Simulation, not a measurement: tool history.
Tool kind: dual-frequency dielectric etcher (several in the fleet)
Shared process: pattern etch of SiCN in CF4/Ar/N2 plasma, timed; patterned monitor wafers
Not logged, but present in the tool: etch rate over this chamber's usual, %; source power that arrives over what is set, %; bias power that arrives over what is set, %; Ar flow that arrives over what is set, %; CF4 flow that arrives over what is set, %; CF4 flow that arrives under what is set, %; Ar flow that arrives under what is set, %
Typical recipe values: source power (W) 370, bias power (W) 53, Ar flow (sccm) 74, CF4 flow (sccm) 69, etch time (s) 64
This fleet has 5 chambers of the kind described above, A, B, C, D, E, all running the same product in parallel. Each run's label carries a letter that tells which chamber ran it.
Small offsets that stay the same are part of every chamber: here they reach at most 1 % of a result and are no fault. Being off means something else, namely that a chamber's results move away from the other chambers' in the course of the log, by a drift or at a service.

run,hour,source power (W),bias power (W),Ar flow (sccm),CF4 flow (sccm),etch time (s),hours since the last wet clean,hours since the last source power generator calibration,hours since the last bias power generator calibration,hours since the last Ar flow controller change,hours since the last CF4 flow controller change,"read-back reference wafer on the same gauge, depth_nm",mean etch depth across the wafer (Å)
# hour 8.4: chamber D: Ar flow controller replaced
1A,8.9,370,53,74,69,64,432.6,2119,1677.2,151.2,1283,46.819,434.68
2C,12.8,370,53,74,69,64,292.7,2633.8,1872.1,3546.7,1601.4,46.824,437.58
3E,19.1,370,53,74,69,64,68.4,602.5,2136.6,1735.4,3126.2,46.82,436.13
4D,24.9,370,53,74,69,64,104.1,97.1,1489.4,16.5,1085.3,46.824,436.77
5B,29.1,290,53,74,69,64,179.3,1466.8,1189.4,1523.7,2578.3,46.848,354.6
6D,34.1,290,53,74,69,64,113.3,106.3,1498.6,25.7,1094.5,46.839,353.42
7C,39.7,290,53,74,69,64,319.6,2660.7,1899,3573.6,1628.3,46.85,352.5
8B,47.2,290,53,74,69,64,197.4,1484.9,1207.5,1541.8,2596.4,46.843,355.54
9E,52.2,290,53,74,69,64,101.5,635.6,2169.7,1768.5,3159.3,46.854,353.2
10A,58.1,370,53,74,69,64,481.8,2168.2,1726.4,200.4,1332.2,46.858,434.85
11A,65.8,370,53,74,69,64,489.5,2175.9,1734.1,208.1,1339.9,46.888,434.56
12B,70.5,370,53,74,69,64,220.7,1508.2,1230.8,1565.1,2619.7,46.881,439.25
13C,75.1,370,53,74,69,64,355,2696.1,1934.4,3609,1663.7,46.891,438.31
14E,79.1,370,53,74,69,64,128.4,662.5,2196.6,1795.4,3186.2,46.903,437.48
# hour 85.8: chamber A: source power generator calibrated
15D,88.3,370,53,74,69,64,167.5,160.5,1552.8,79.9,1148.7,46.895,438.17
16C,95.7,370,53,74,69,64,375.6,2716.7,1955,3629.6,1684.3,46.926,438.12
17E,102.3,370,53,74,69,64,151.6,685.7,2219.8,1818.6,3209.4,46.921,436.79
18B,110.6,370,53,74,69,64,260.8,1548.3,1270.9,1605.2,2659.8,46.942,440.85
19D,117.7,370,53,74,69,64,196.9,189.9,1582.2,109.3,1178.1,46.949,439.76
20A,125.3,370,53,74,69,64,549,39.5,1793.6,267.6,1399.4,46.966,436.34
21C,132.2,370,53,74,69,64,412.1,2753.2,1991.5,3666.1,1720.8,46.967,439.12
22D,138.6,400,61,74,69,64,217.8,210.8,1603.1,130.2,1199,46.958,490.73
# hour 143.4: chamber A: wet clean of the chamber
23E,145.3,400,61,74,69,64,194.6,728.7,2262.8,1861.6,3252.4,46.957,489.78
24B,152.9,400,61,74,69,64,303.1,1590.6,1313.2,1647.5,2702.1,46.969,492.63
25A,158.9,400,61,74,69,64,15.6,73.1,1827.2,301.2,1433,46.983,489.52
26E,164.1,400,61,74,69,64,213.4,747.5,2281.6,1880.4,3271.2,47.003,490.9
27D,172.7,370,53,74,75,77,251.9,244.9,1637.2,164.3,1233.1,47.012,535.83
28C,179,370,53,74,75,77,458.9,2800,2038.3,3712.9,1767.6,47.022,535.49
29B,186.3,370,53,74,75,77,336.5,1624,1346.6,1680.9,2735.5,47.019,536.71
30A,194,370,53,74,75,77,50.7,108.2,1862.3,336.3,1468.1,47.019,531.39
31B,199.7,370,53,74,75,77,349.9,1637.4,1360,1694.3,2748.9,47.041,537.06
32A,206.3,370,53,74,69,64,63,120.5,1874.6,348.6,1480.4,47.066,436.41
33E,212.6,370,53,74,69,64,261.9,796,2330.1,1928.9,3319.7,47.064,439.47

Each of the 5 chambers runs these same settings next. Fill in every chamber's results:
34A,219.1,370,53,74,69,64,,,,,,,?
34B,219.1,370,53,74,69,64,,,,,,,?
34C,219.1,370,53,74,69,64,,,,,,,?
34D,219.1,370,53,74,69,64,,,,,,,?
34E,219.1,370,53,74,69,64,,,,,,,?

run,mean etch depth across the wafer (Å)
34A,438.32
34B,441.1
34C,439.5
34D,440.11
34E,439.25
